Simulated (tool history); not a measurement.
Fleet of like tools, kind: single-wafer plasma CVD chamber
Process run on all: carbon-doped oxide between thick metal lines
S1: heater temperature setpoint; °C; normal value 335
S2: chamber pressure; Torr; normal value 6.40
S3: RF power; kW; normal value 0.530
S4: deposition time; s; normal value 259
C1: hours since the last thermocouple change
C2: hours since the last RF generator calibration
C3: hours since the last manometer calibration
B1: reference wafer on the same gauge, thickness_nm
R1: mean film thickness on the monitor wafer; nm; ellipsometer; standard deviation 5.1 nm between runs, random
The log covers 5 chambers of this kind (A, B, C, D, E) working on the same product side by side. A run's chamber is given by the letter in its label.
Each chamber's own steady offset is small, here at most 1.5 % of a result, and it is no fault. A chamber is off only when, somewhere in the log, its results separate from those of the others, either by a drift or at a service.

{"run": "1C", "hour": 4.2, "S1": 335, "S2": 6.4, "S3": 0.53, "S4": 259, "C1": 952.4, "C2": 64.0, "C3": 406.6, "B1": 1239.8, "R1": 1464.0}
{"run": "2E", "hour": 7.5, "S1": 335, "S2": 6.4, "S3": 0.53, "S4": 259, "C1": 555.8, "C2": 684.5, "C3": 2669.9, "B1": 1239.5, "R1": 1482.1}
{"run": "3A", "hour": 12.3, "S1": 335, "S2": 6.4, "S3": 0.53, "S4": 259, "C1": 1788.8, "C2": 1087.6, "C3": 964.3, "B1": 1240.9, "R1": 1445.1}
{"run": "4D", "hour": 16.8, "S1": 335, "S2": 6.4, "S3": 0.53, "S4": 259, "C1": 3266.3, "C2": 614.5, "C3": 2842.3, "B1": 1239.3, "R1": 1456.5}
{"run": "5B", "hour": 21.1, "S1": 335, "S2": 6.4, "S3": 0.53, "S4": 259, "C1": 1319.8, "C2": 717.1, "C3": 1122.8, "B1": 1239.9, "R1": 1455.5}
{"run": "6A", "hour": 25.3, "S1": 335, "S2": 6.4, "S3": 0.53, "S4": 259, "C1": 1801.8, "C2": 1100.6, "C3": 977.3, "B1": 1239.6, "R1": 1439.5}
{"run": "7C", "hour": 28.6, "S1": 335, "S2": 6.4, "S3": 0.53, "S4": 259, "C1": 976.8, "C2": 88.4, "C3": 431.0, "B1": 1239.5, "R1": 1474.0}
{"run": "8D", "hour": 32.4, "S1": 335, "S2": 6.4, "S3": 0.53, "S4": 259, "C1": 3281.9, "C2": 630.1, "C3": 2857.9, "B1": 1240.0, "R1": 1445.3}
{"run": "9B", "hour": 34.8, "S1": 335, "S2": 6.4, "S3": 0.53, "S4": 259, "C1": 1333.5, "C2": 730.8, "C3": 1136.5, "B1": 1240.5, "R1": 1453.3}
{"run": "10E", "hour": 37.6, "S1": 335, "S2": 6.4, "S3": 0.53, "S4": 259, "C1": 585.9, "C2": 714.6, "C3": 2700.0, "B1": 1240.4, "R1": 1471.2}
{"run": "11E", "hour": 39.8, "S1": 335, "S2": 6.4, "S3": 0.53, "S4": 259, "C1": 588.1, "C2": 716.8, "C3": 2702.2, "B1": 1240.7, "R1": 1461.1}
{"run": "12B", "hour": 42.2, "S1": 348, "S2": 6.4, "S3": 0.53, "S4": 241, "C1": 1340.9, "C2": 738.2, "C3": 1143.9, "B1": 1240.1, "R1": 1306.5}
{"run": "13C", "hour": 46.9, "S1": 348, "S2": 6.4, "S3": 0.53, "S4": 241, "C1": 995.1, "C2": 106.7, "C3": 449.3, "B1": 1239.4, "R1": 1322.0}
{"run": "14D", "hour": 51.3, "S1": 348, "S2": 6.4, "S3": 0.53, "S4": 241, "C1": 3300.8, "C2": 649.0, "C3": 2876.8, "B1": 1240.6, "R1": 1301.6}
{"run": "15A", "hour": 55.9, "S1": 348, "S2": 6.4, "S3": 0.53, "S4": 241, "C1": 1832.4, "C2": 1131.2, "C3": 1007.9, "B1": 1239.9, "R1": 1302.5}
{"run": "16B", "hour": 60.2, "S1": 348, "S2": 6.4, "S3": 0.53, "S4": 241, "C1": 1358.9, "C2": 756.2, "C3": 1161.9, "B1": 1240.4, "R1": 1306.2}
{"run": "17A", "hour": 64.9, "S1": 335, "S2": 5.35, "S3": 0.53, "S4": 259, "C1": 1841.4, "C2": 1140.2, "C3": 1016.9, "B1": 1240.0, "R1": 1414.6}
{"run": "18C", "hour": 68.5, "S1": 335, "S2": 5.35, "S3": 0.53, "S4": 259, "C1": 1016.7, "C2": 128.3, "C3": 470.9, "B1": 1239.5, "R1": 1446.3}
{"run": "19E", "hour": 71.7, "S1": 335, "S2": 5.35, "S3": 0.53, "S4": 259, "C1": 620.0, "C2": 748.7, "C3": 2734.1, "B1": 1240.1, "R1": 1439.5}
{"run": "20D", "hour": 74.3, "S1": 335, "S2": 5.35, "S3": 0.53, "S4": 259, "C1": 3323.8, "C2": 672.0, "C3": 2899.8, "B1": 1240.2, "R1": 1424.3}
{"run": "21B", "hour": 77.5, "S1": 335, "S2": 5.35, "S3": 0.53, "S4": 259, "C1": 1376.2, "C2": 773.5, "C3": 1179.2, "B1": 1239.0, "R1": 1429.0}
{"run": "22A", "hour": 79.6, "S1": 335, "S2": 6.4, "S3": 0.53, "S4": 259, "C1": 1856.1, "C2": 1154.9, "C3": 1031.6, "B1": 1240.3, "R1": 1452.3}
{"run": "23E", "hour": 81.9, "S1": 335, "S2": 6.4, "S3": 0.53, "S4": 259, "C1": 630.2, "C2": 758.9, "C3": 2744.3, "B1": 1239.4, "R1": 1476.8}
{"hour": 86.2, "done": "chamber D: capacitance manometer re-zeroed and calibrated"}
{"run": "24C", "hour": 86.7, "S1": 335, "S2": 6.4, "S3": 0.53, "S4": 259, "C1": 1034.9, "C2": 146.5, "C3": 489.1, "B1": 1240.1, "R1": 1469.4}
{"run": "25D", "hour": 91.5, "S1": 335, "S2": 6.4, "S3": 0.53, "S4": 259, "C1": 3341.0, "C2": 689.2, "C3": 5.4, "B1": 1239.6, "R1": 1440.6}
{"run": "26C", "hour": 95.6, "S1": 335, "S2": 6.4, "S3": 0.53, "S4": 259, "C1": 1043.8, "C2": 155.4, "C3": 498.0, "B1": 1240.1, "R1": 1475.4}
{"run": "27D", "hour": 97.9, "S1": 335, "S2": 7.54, "S3": 0.585, "S4": 259, "C1": 3347.4, "C2": 695.6, "C3": 11.8, "B1": 1240.5, "R1": 1551.6}
{"run": "28A", "hour": 102.1, "S1": 335, "S2": 7.54, "S3": 0.585, "S4": 259, "C1": 1878.6, "C2": 1177.4, "C3": 1054.1, "B1": 1240.5, "R1": 1556.3}
{"run": "29E", "hour": 105.0, "S1": 335, "S2": 7.54, "S3": 0.585, "S4": 259, "C1": 653.3, "C2": 782.0, "C3": 2767.4, "B1": 1239.8, "R1": 1576.0}
{"run": "30B", "hour": 109.2, "S1": 335, "S2": 7.54, "S3": 0.585, "S4": 259, "C1": 1407.9, "C2": 805.2, "C3": 1210.9, "B1": 1240.9, "R1": 1563.9}
{"run": "31E", "hour": 111.3, "S1": 335, "S2": 7.54, "S3": 0.585, "S4": 259, "C1": 659.6, "C2": 788.3, "C3": 2773.7, "B1": 1240.8, "R1": 1587.5}
{"run": "32A", "hour": 114.9, "S1": 335, "S2": 6.4, "S3": 0.53, "S4": 259, "C1": 1891.4, "C2": 1190.2, "C3": 1066.9, "B1": 1240.2, "R1": 1456.9}
{"run": "33D", "hour": 119.5, "S1": 335, "S2": 6.4, "S3": 0.53, "S4": 259, "C1": 3369.0, "C2": 717.2, "C3": 33.4, "B1": 1240.2, "R1": 1451.3}
{"run": "34B", "hour": 122.7, "S1": 335, "S2": 6.4, "S3": 0.53, "S4": 259, "C1": 1421.4, "C2": 818.7, "C3": 1224.4, "B1": 1239.1, "R1": 1448.8}
{"run": "35C", "hour": 127.6, "S1": 335, "S2": 6.4, "S3": 0.53, "S4": 259, "C1": 1075.8, "C2": 187.4, "C3": 530.0, "B1": 1241.4, "R1": 1474.1}
{"run": "36C", "hour": 129.7, "S1": 335, "S2": 6.4, "S3": 0.53, "S4": 259, "C1": 1077.9, "C2": 189.5, "C3": 532.1, "B1": 1239.5, "R1": 1473.6}
{"run": "37D", "hour": 133.8, "S1": 335, "S2": 6.4, "S3": 0.53, "S4": 259, "C1": 3383.3, "C2": 731.5, "C3": 47.7, "B1": 1239.7, "R1": 1450.7}
{"run": "38A", "hour": 136.1, "S1": 335, "S2": 6.4, "S3": 0.53, "S4": 259, "C1": 1912.6, "C2": 1211.4, "C3": 1088.1, "B1": 1240.4, "R1": 1453.6}
{"run": "39E", "hour": 140.9, "S1": 335, "S2": 6.4, "S3": 0.53, "S4": 259, "C1": 689.2, "C2": 817.9, "C3": 2803.3, "B1": 1239.0, "R1": 1482.1}
{"run": "40B", "hour": 144.7, "S1": 335, "S2": 6.4, "S3": 0.53, "S4": 259, "C1": 1443.4, "C2": 840.7, "C3": 1246.4, "B1": 1239.7, "R1": 1448.4}
{"run": "41A", "hour": 147.3, "S1": 335, "S2": 6.4, "S3": 0.53, "S4": 259, "C1": 1923.8, "C2": 1222.6, "C3": 1099.3, "B1": 1240.3, "R1": 1443.7}

Is one chamber off against the others, does the gauge drift, or is nothing wrong? If a chamber is off, say which, and what the likeliest cause is.

The fleet is healthy, with each chamber sitting at its usual small offset and no drift in the gauge.
